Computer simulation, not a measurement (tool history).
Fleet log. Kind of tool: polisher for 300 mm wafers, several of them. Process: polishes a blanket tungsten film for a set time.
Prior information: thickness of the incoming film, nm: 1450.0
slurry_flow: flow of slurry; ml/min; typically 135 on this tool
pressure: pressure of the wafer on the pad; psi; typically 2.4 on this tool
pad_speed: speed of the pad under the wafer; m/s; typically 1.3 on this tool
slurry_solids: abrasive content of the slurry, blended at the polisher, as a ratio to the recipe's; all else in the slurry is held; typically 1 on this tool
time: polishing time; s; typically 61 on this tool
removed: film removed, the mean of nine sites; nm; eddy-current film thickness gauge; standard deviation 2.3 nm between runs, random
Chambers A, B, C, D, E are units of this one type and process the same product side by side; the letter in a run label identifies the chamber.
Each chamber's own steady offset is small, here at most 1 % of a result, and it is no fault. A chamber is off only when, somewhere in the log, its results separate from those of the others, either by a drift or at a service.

| run | hour | slurry_flow | pressure | pad_speed | slurry_solids | time | removed |
|---|---|---|---|---|---|---|---|
|  | 0.7 | chamber A: worn pad replaced by a new one |
| 1B | 7.9 | 135 | 2.4 | 1.3 | 1 | 61 | 275.59 |
|  | 9.4 | chamber B: worn pad replaced by a new one |
|  | 10.8 | chamber B: slurry tank refilled with fresh slurry and peroxide |
| 2A | 21.1 | 135 | 2.4 | 1.3 | 1 | 61 | 278.42 |
|  | 26.5 | chamber C: slurry blender recalibrated |
|  | 27.4 | chamber E: worn pad replaced by a new one |
| 3C | 34 | 135 | 2.4 | 1.3 | 1 | 61 | 280.88 |
|  | 34.8 | chamber E: slurry tank refilled with fresh slurry and peroxide |
|  | 36.3 | chamber D: slurry tank refilled with fresh slurry and peroxide |
|  | 36.3 | chamber A: slurry tank refilled with fresh slurry and peroxide |
|  | 44 | chamber D: slurry blender recalibrated |
|  | 48.4 | chamber B: slurry nozzle cleaned |
| 4D | 48.8 | 135 | 2.4 | 1.3 | 1 | 61 | 275.76 |
|  | 51.4 | chamber A: slurry blender recalibrated |
| 5E | 59.5 | 135 | 2.4 | 1.3 | 1 | 61 | 281.47 |
| 6A | 69.1 | 135 | 2.4 | 1.3 | 1 | 61 | 277.29 |
|  | 71.8 | chamber D: worn pad replaced by a new one |
|  | 75.3 | chamber C: worn pad replaced by a new one |
| 7C | 78.5 | 135 | 2.4 | 1.56 | 1 | 61 | 331.54 |
| 8E | 88.1 | 135 | 2.4 | 1.56 | 1 | 61 | 336.64 |
| 9B | 99.6 | 135 | 2.4 | 1.56 | 1 | 61 | 330.64 |
|  | 101.8 | chamber B: worn pad replaced by a new one |
|  | 108.5 | chamber A: worn pad replaced by a new one |
| 10D | 111.8 | 135 | 2.4 | 1.56 | 1 | 61 | 335.11 |
|  | 112.1 | chamber E: worn pad replaced by a new one |
|  | 115.7 | chamber A: slurry tank refilled with fresh slurry and peroxide |
| 11A | 123.5 | 135 | 2.4 | 1.56 | 1 | 61 | 333.03 |
| 12B | 137.7 | 135 | 2.4 | 1.3 | 1 | 61 | 277.28 |
|  | 140.1 | chamber B: slurry tank refilled with fresh slurry and peroxide |
| 13E | 146.8 | 135 | 2.4 | 1.3 | 1 | 61 | 282 |
|  | 149.3 | chamber C: slurry tank refilled with fresh slurry and peroxide |
|  | 150.5 | chamber E: slurry blender recalibrated |
|  | 150.9 | chamber D: worn pad replaced by a new one |
|  | 151.8 | chamber D: slurry tank refilled with fresh slurry and peroxide |
| 14D | 157.9 | 135 | 2.4 | 1.3 | 1 | 61 | 280.41 |
| 15C | 169.7 | 135 | 2.4 | 1.3 | 1 | 61 | 274.15 |
|  | 178.6 | chamber B: slurry blender recalibrated |
|  | 180.1 | chamber E: slurry tank refilled with fresh slurry and peroxide |
|  | 180.2 | chamber C: slurry blender recalibrated |
|  | 181.9 | chamber B: worn pad replaced by a new one |
|  | 184 | chamber E: head pressure recalibrated |
| 16B | 184.7 | 135 | 2.4 | 1.3 | 0.7 | 75 | 315.92 |
|  | 198.7 | chamber C: worn pad replaced by a new one |
| 17E | 200.4 | 135 | 2.4 | 1.3 | 0.7 | 75 | 285.83 |
|  | 204.9 | chamber E: worn pad replaced by a new one |
| 18D | 208.6 | 135 | 2.4 | 1.3 | 0.7 | 75 | 317.75 |
|  | 212.7 | chamber A: slurry tank refilled with fresh slurry and peroxide |
| 19A | 220.9 | 135 | 2.4 | 1.3 | 0.7 | 75 | 313.35 |
|  | 221.9 | chamber A: worn pad replaced by a new one |
| 20C | 231.2 | 135 | 2.4 | 1.3 | 0.7 | 75 | 321.18 |
|  | 245.1 | chamber D: worn pad replaced by a new one |
| 21B | 248 | 135 | 2 | 1.46 | 1 | 61 | 261.32 |
| 22D | 257.6 | 135 | 2 | 1.46 | 1 | 61 | 256.33 |
|  | 267.4 | chamber B: worn pad replaced by a new one |
|  | 267.8 | chamber B: slurry tank refilled with fresh slurry and peroxide |
| 23A | 270.9 | 135 | 2 | 1.46 | 1 | 61 | 258.19 |
|  | 281.8 | chamber D: slurry blender recalibrated |
| 24E | 284.5 | 135 | 2 | 1.46 | 1 | 61 | 238.68 |
|  | 284.8 | chamber A: head pressure recalibrated |
| 25C | 292.9 | 135 | 2 | 1.46 | 1 | 61 | 263.61 |
|  | 296.4 | chamber D: slurry tank refilled with fresh slurry and peroxide |
|  | 297.8 | chamber A: slurry blender recalibrated |
|  | 299.9 | chamber E: worn pad replaced by a new one |
| 26C | 303.3 | 135 | 2.4 | 1.3 | 1 | 61 | 278.87 |
| 27D | 310.6 | 135 | 2.4 | 1.3 | 1 | 61 | 279.56 |
|  | 312.3 | chamber A: slurry tank refilled with fresh slurry and peroxide |
|  | 317.1 | chamber C: worn pad replaced by a new one |
| 28B | 319.1 | 135 | 2.4 | 1.3 | 1 | 48 | 219.37 |
|  | 320 | chamber C: slurry blender recalibrated |
|  | 320.2 | chamber C: slurry tank refilled with fresh slurry and peroxide |
| 29A | 329.5 | 135 | 2.4 | 1.3 | 1 | 48 | 217.77 |
|  | 331.4 | chamber B: slurry nozzle cleaned |
|  | 332.8 | chamber A: worn pad replaced by a new one |
|  | 333.4 | chamber D: worn pad replaced by a new one |
| 30E | 337.3 | 135 | 2.4 | 1.3 | 1 | 48 | 202.12 |
|  | 339.6 | chamber E: slurry tank refilled with fresh slurry and peroxide |
| 31D | 352 | 135 | 2.4 | 1.3 | 1 | 48 | 215.84 |
|  | 359.6 | chamber B: worn pad replaced by a new one |
| 32C | 361.3 | 135 | 2.4 | 1.3 | 1 | 48 | 220.92 |
|  | 369.7 | chamber E: slurry blender recalibrated |
| 33A | 373.6 | 135 | 2.4 | 1.3 | 1 | 61 | 280.85 |
|  | 377.7 | chamber E: slurry nozzle cleaned |
|  | 382.8 | chamber D: head pressure recalibrated |
| 34E | 388.1 | 135 | 2.4 | 1.3 | 1 | 61 | 253.15 |
|  | 388.2 | chamber B: head pressure recalibrated |
|  | 388.9 | chamber E: worn pad replaced by a new one |
|  | 392.1 | chamber A: slurry tank refilled with fresh slurry and peroxide |
| 35B | 396.2 | 135 | 2.4 | 1.3 | 1 | 61 | 281.03 |
|  | 403.1 | chamber B: slurry tank refilled with fresh slurry and peroxide |
| 36E | 407.7 | 135 | 2.4 | 1.3 | 1 | 61 | 250.32 |
|  | 410.1 | chamber D: worn pad replaced by a new one |
| 37A | 423.7 | 135 | 2 | 1.14 | 1 | 61 | 203.47 |
| 38B | 436.3 | 135 | 2 | 1.14 | 1 | 61 | 203.05 |
|  | 443.3 | chamber D: slurry tank refilled with fresh slurry and peroxide |
| 39D | 447.2 | 135 | 2 | 1.14 | 1 | 61 | 202.03 |

Predict what each chamber gives when all 5 of them run the settings below next.
| 40A | 459.2 | 135 | 2.4 | 1.3 | 1 | 46 | ? |
| 40B | 459.2 | 135 | 2.4 | 1.3 | 1 | 46 | ? |
| 40C | 459.2 | 135 | 2.4 | 1.3 | 1 | 46 | ? |
| 40D | 459.2 | 135 | 2.4 | 1.3 | 1 | 46 | ? |
| 40E | 459.2 | 135 | 2.4 | 1.3 | 1 | 46 | ? |

| run | removed |
|---|---|
| 40A | 214.25 |
| 40B | 208.18 |
| 40C | 208.29 |
| 40D | 211.67 |
| 40E | 190.58 |
